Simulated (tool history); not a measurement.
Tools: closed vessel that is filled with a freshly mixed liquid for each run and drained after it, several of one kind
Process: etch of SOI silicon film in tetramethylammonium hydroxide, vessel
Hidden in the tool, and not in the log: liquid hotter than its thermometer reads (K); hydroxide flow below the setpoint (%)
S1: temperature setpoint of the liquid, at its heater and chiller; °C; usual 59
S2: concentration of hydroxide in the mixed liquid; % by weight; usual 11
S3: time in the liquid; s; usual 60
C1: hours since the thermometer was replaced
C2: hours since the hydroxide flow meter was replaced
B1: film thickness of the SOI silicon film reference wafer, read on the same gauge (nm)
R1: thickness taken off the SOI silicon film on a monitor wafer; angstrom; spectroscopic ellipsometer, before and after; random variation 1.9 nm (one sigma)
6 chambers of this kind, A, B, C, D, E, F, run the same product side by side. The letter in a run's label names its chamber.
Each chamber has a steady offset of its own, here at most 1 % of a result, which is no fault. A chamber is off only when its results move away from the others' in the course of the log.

run	hour	S1	S2	S3	C1	C2	B1	R1
1A	3.7	59	11	60	14.7	700.5	79.969	2149.1
2B	6.5	59	11	60	666.8	30.4	79.971	2145.8
3F	9	59	11	60	3078.1	527.3	79.968	2137.3
4C	13.6	59	11	60	216.6	1842.9	79.983	2208.6
5D	17.2	59	11	60	986.7	238.4	80.018	2161.2
6E	22.8	59	11	60	1456.1	1185.3	80.007	2167.3
7C	28.1	59	11	60	231.1	1857.4	79.997	2174.1
8F	32	66.5	7.5	60	3101.1	550.3	80.01	3861.9
9D	34.8	66.5	7.5	60	1004.3	256	80.007	3886.4
10B	37.5	66.5	7.5	60	697.8	61.4	80.001	3915.3
11A	41.4	66.5	7.5	60	52.4	738.2	80.022	3943.7
12E	45.6	66.5	7.5	60	1478.9	1208.1	80.008	3877.4
13F	50.3	66.5	7.5	60	3119.4	568.6	79.985	3879.7
14C	54	59	11	60	257	1883.3	80.006	2201.1
15E	57.2	59	11	60	1490.5	1219.7	80.009	2176.7
16B	61.2	59	11	60	721.5	85.1	79.989	2140.7
17D	66.5	59	11	60	1036	287.7	80.007	2178.4
18A	71	59	11	60	82	767.8	80.007	2175.6
19D	73.9	55.5	11	30	1043.4	295.1	79.987	878.37
20A	78.4	55.5	11	30	89.4	775.2	80.007	866.05
21C	82.1	55.5	11	30	285.1	1911.4	79.984	878.42
22E	85.6	55.5	11	30	1518.9	1248.1	80	887.35
23B	88.5	55.5	11	30	748.8	112.4	80.006	870.28
24F	91.2	55.5	11	30	3160.3	609.5	80.003	867.45
25A	96.7	59	11	60	107.7	793.5	80.013	2172.9
26B	102.2	59	11	60	762.5	126.1	80.018	2121.5
27E	106.9	59	11	60	1540.2	1269.4	79.998	2242.2
28D	112.7	59	11	60	1082.2	333.9	80.002	2143.8
29F	118.2	59	11	60	3187.3	636.5	79.99	2115.4
30C	121.6	59	11	60	324.6	1950.9	79.963	2190.9
# hour 122.2: chamber E: hydroxide flow meter replaced
31F	125.6	59	11	60	3194.7	643.9	80.025	2184.7
32D	129.4	62.5	11	60	1098.9	350.6	79.996	2657.1
33C	133.1	62.5	11	60	336.1	1962.4	79.972	2704.5
34B	136.4	62.5	11	60	796.7	160.3	80.005	2690.2
35E	141.6	62.5	11	60	1574.9	19.5	80.023	2879.8
36A	146.5	62.5	11	60	157.5	843.3	79.987	2706.1
37A	149.6	62.5	11	60	160.6	846.4	79.98	2748.4
38D	152.8	59	11	60	1122.3	374	80.002	2160.4
39B	156.4	59	11	60	816.7	180.3	79.999	2116.8
40E	160.3	59	11	60	1593.6	38.2	80.022	2389.8
41C	164.2	59	11	60	367.2	1993.5	80.015	2197.3
42F	167.5	59	11	60	3236.6	685.8	79.992	2176.3
43D	172.1	59	11	60	1141.6	393.3	80.025	2154.9

Next, every chamber runs the same settings. What will each give?
44A	176.3	59	11	30				?
44B	176.3	59	11	30				?
44C	176.3	59	11	30				?
44D	176.3	59	11	30				?
44E	176.3	59	11	30				?
44F	176.3	59	11	30				?

run	R1
44A	1077.3
44B	1074
44C	1104.6
44D	1108.9
44E	1222.1
44F	1066.1
